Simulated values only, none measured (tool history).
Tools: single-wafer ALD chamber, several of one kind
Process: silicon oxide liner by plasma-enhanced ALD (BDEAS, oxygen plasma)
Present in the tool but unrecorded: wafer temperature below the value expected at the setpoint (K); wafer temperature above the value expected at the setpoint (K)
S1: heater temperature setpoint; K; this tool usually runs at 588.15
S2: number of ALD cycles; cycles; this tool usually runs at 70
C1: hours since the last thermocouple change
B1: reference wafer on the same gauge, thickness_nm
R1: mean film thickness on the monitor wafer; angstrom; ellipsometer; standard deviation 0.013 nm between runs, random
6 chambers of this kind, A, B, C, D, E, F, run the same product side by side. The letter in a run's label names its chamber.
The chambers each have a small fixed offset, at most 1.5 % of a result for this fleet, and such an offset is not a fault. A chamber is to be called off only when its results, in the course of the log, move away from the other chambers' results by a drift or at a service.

Run 1C, hour 12.1: usual settings; C1 900.7; B1 7.3271. Result: R1 64.146 angstrom.
Run 2B, hour 21.4: usual settings; C1 1145.5; B1 7.3319. Result: R1 63.101 angstrom.
Run 3F, hour 34.5: usual settings; C1 489.6; B1 7.3316. Result: R1 63.537 angstrom.
Run 4A, hour 43.4: usual settings; C1 1034.5; B1 7.3313. Result: R1 63.126 angstrom.
Run 5E, hour 50.4: usual settings; C1 543.3; B1 7.3298. Result: R1 64.147 angstrom.
Run 6D, hour 60.2: usual settings but S1 601.15 K, S2 76 cycles; C1 251.9; B1 7.329. Result: R1 68.755 angstrom.
Run 7C, hour 66.2: usual settings but S1 601.15 K, S2 76 cycles; C1 954.8; B1 7.333. Result: R1 68.063 angstrom.
Run 8E, hour 74: usual settings but S1 601.15 K, S2 76 cycles; C1 566.9; B1 7.3303. Result: R1 68.073 angstrom.
Run 9D, hour 82.3: usual settings but S1 601.15 K, S2 76 cycles; C1 274; B1 7.3299. Result: R1 68.644 angstrom.
Run 10F, hour 95.9: usual settings but S1 601.15 K, S2 76 cycles; C1 551; B1 7.3305. Result: R1 67.842 angstrom.
Run 11B, hour 107.6: usual settings but S1 601.15 K, S2 76 cycles; C1 1231.7; B1 7.3269. Result: R1 67.254 angstrom.
Run 12A, hour 118.6: usual settings; C1 1109.7; B1 7.3366. Result: R1 63.39 angstrom.
Run 13F, hour 126.5: usual settings; C1 581.6; B1 7.332. Result: R1 63.628 angstrom.
Run 14C, hour 138.3: usual settings; C1 1026.9; B1 7.332. Result: R1 63.879 angstrom.
Run 15D, hour 146.5: usual settings; C1 338.2; B1 7.3315. Result: R1 64.438 angstrom.
Run 16E, hour 154.2: usual settings; C1 647.1; B1 7.3275. Result: R1 64.345 angstrom.
Run 17A, hour 164: usual settings; C1 1155.1; B1 7.3299. Result: R1 63.396 angstrom.
Run 18B, hour 174.2: usual settings but S1 602.15 K; C1 1298.3; B1 7.3318. Result: R1 61.966 angstrom.
Run 19A, hour 184.5: usual settings but S1 602.15 K; C1 1175.6; B1 7.3321. Result: R1 62.02 angstrom.
Run 20B, hour 191.7: usual settings but S1 602.15 K; C1 1315.8; B1 7.33. Result: R1 61.788 angstrom.
Run 21E, hour 201: usual settings but S1 602.15 K; C1 693.9; B1 7.3265. Result: R1 62.509 angstrom.
Run 22D, hour 213.3: usual settings but S1 602.15 K; C1 405; B1 7.3246. Result: R1 63.148 angstrom.
Run 23F, hour 220: usual settings but S1 602.15 K; C1 675.1; B1 7.3281. Result: R1 62.577 angstrom.
Run 24C, hour 230.8: usual settings; C1 1119.4; B1 7.3256. Result: R1 63.814 angstrom.
Run 25F, hour 242.5: usual settings; C1 697.6; B1 7.3304. Result: R1 63.685 angstrom.
Run 26D, hour 253.3: usual settings; C1 445; B1 7.3315. Result: R1 64.434 angstrom.
Run 27A, hour 265.9: usual settings; C1 1257; B1 7.3324. Result: R1 63.292 angstrom.
Run 28E, hour 276.4: usual settings; C1 769.3; B1 7.3276. Result: R1 64.049 angstrom.
Run 29B, hour 284.9: usual settings; C1 1409; B1 7.3341. Result: R1 62.927 angstrom.
Run 30C, hour 297: usual settings; C1 1185.6; B1 7.3279. Result: R1 63.929 angstrom.
Run 31C, hour 309.9: usual settings; C1 1198.5; B1 7.328. Result: R1 63.927 angstrom.
Run 32A, hour 316.4: usual settings but S2 64 cycles; C1 1307.5; B1 7.3295. Result: R1 57.829 angstrom.
Run 33B, hour 323: usual settings but S2 64 cycles; C1 1447.1; B1 7.3248. Result: R1 57.725 angstrom.
Run 34F, hour 335.2: usual settings but S2 64 cycles; C1 790.3; B1 7.3308. Result: R1 58.201 angstrom.
Run 35E, hour 348.4: usual settings but S2 64 cycles; C1 841.3; B1 7.3298. Result: R1 58.519 angstrom.
Run 36D, hour 355.9: usual settings but S2 64 cycles; C1 547.6; B1 7.3316. Result: R1 58.814 angstrom.

What goes on in this fleet: one chamber off, a drifting gauge, or nothing beyond the chambers' own small offsets? Name the chamber and the cause, if any.

Neither any chamber nor the gauge drifts; the chambers differ only by their own small, steady offsets.

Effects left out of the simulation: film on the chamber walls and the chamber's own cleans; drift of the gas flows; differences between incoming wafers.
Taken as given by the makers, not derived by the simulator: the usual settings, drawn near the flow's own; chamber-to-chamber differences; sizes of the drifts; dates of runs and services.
